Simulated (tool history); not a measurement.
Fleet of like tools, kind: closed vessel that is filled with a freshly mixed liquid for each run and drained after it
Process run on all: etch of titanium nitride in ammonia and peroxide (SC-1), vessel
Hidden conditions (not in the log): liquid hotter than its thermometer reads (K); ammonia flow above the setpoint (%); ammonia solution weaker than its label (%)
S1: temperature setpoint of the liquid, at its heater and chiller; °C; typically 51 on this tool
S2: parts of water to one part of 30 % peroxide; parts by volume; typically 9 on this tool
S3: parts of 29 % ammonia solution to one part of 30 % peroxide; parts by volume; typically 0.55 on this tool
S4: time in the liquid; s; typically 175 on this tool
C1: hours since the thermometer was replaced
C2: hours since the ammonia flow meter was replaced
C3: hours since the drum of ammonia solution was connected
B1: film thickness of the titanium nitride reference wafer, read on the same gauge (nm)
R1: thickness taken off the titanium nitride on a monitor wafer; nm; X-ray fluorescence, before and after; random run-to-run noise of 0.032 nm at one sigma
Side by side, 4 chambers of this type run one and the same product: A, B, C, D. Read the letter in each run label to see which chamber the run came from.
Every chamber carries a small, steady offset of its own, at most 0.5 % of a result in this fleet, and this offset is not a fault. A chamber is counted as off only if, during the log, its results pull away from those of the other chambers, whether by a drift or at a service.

run,day,S1,S2,S3,S4,C1,C2,C3,B1,R1
1D,0.162,51,9,0.55,175,1329.7,111.3,120.6,70.022,8.3567
2B,0.429,51,9,0.55,175,2178.9,59.5,20.4,69.983,8.3511
3C,0.675,51,9,0.55,175,1159.5,2075.1,507.2,70.023,8.3482
4A,0.904,51,9,0.55,175,338.4,1310.3,267.8,69.986,8.2897
5D,1.067,51,9,0.55,175,1351.4,133,142.3,70.023,8.3465
6C,1.229,51,9,0.55,175,1172.8,2088.4,520.5,70.016,8.3693
7A,1.483,51,9,0.55,175,352.3,1324.2,281.7,70.011,8.3007
8B,1.762,51,9,0.55,175,2210.9,91.5,52.4,70.025,8.372
9C,1.925,51,9,0.55,175,1189.5,2105.1,537.2,69.993,8.474
10A,2.083,51,9,0.55,175,366.7,1338.6,296.1,69.99,8.3028
11D,2.3,51,9,0.55,175,1381,162.6,171.9,70.035,8.4348
12B,2.483,51,12,0.55,175,2228.2,108.8,69.7,70.003,7.2197
13C,2.783,51,12,0.55,175,1210.1,2125.7,557.8,70.022,7.3487
14D,2.988,51,12,0.55,175,1397.5,179.1,188.4,70.008,7.1678
15A,3.238,51,12,0.55,175,394.4,1366.3,323.8,70.022,7.1576
16B,3.538,47,9,0.55,175,2253.5,134.1,95,70.022,6.2939
17D,3.792,47,9,0.55,175,1416.8,198.4,207.7,70.027,6.3357
18B,4.017,47,9,0.55,175,2265,145.6,106.5,70.038,6.3644
19A,4.296,47,9,0.55,175,419.8,1391.7,349.2,69.993,6.3162
20C,4.479,43.5,10.5,0.55,175,1250.8,2166.4,598.5,70.001,4.7229
21B,4.808,43.5,10.5,0.55,175,2284,164.6,125.5,70.008,4.5264
22A,5.092,43.5,10.5,0.55,175,438.9,1410.8,368.3,70.009,4.528
23C,5.321,43.5,10.5,0.55,175,1271,2186.6,618.7,69.985,4.7842
24D,5.592,51,9,0.55,175,1460,241.6,250.9,70.032,8.4168
25C,5.892,51,9,0.55,175,1284.7,2200.3,632.4,70.006,8.7714
26D,6.146,51,9,0.55,175,1473.3,254.9,264.2,70.042,8.386

All chambers now run identical settings, listed one chamber a line with results as question marks. What results will each chamber show?
27A,6.383,51,9,0.55,175,,,,,?
27B,6.383,51,9,0.55,175,,,,,?
27C,6.383,51,9,0.55,175,,,,,?
27D,6.383,51,9,0.55,175,,,,,?

run,R1
27A,8.327
27B,8.4024
27C,8.827
27D,8.4023

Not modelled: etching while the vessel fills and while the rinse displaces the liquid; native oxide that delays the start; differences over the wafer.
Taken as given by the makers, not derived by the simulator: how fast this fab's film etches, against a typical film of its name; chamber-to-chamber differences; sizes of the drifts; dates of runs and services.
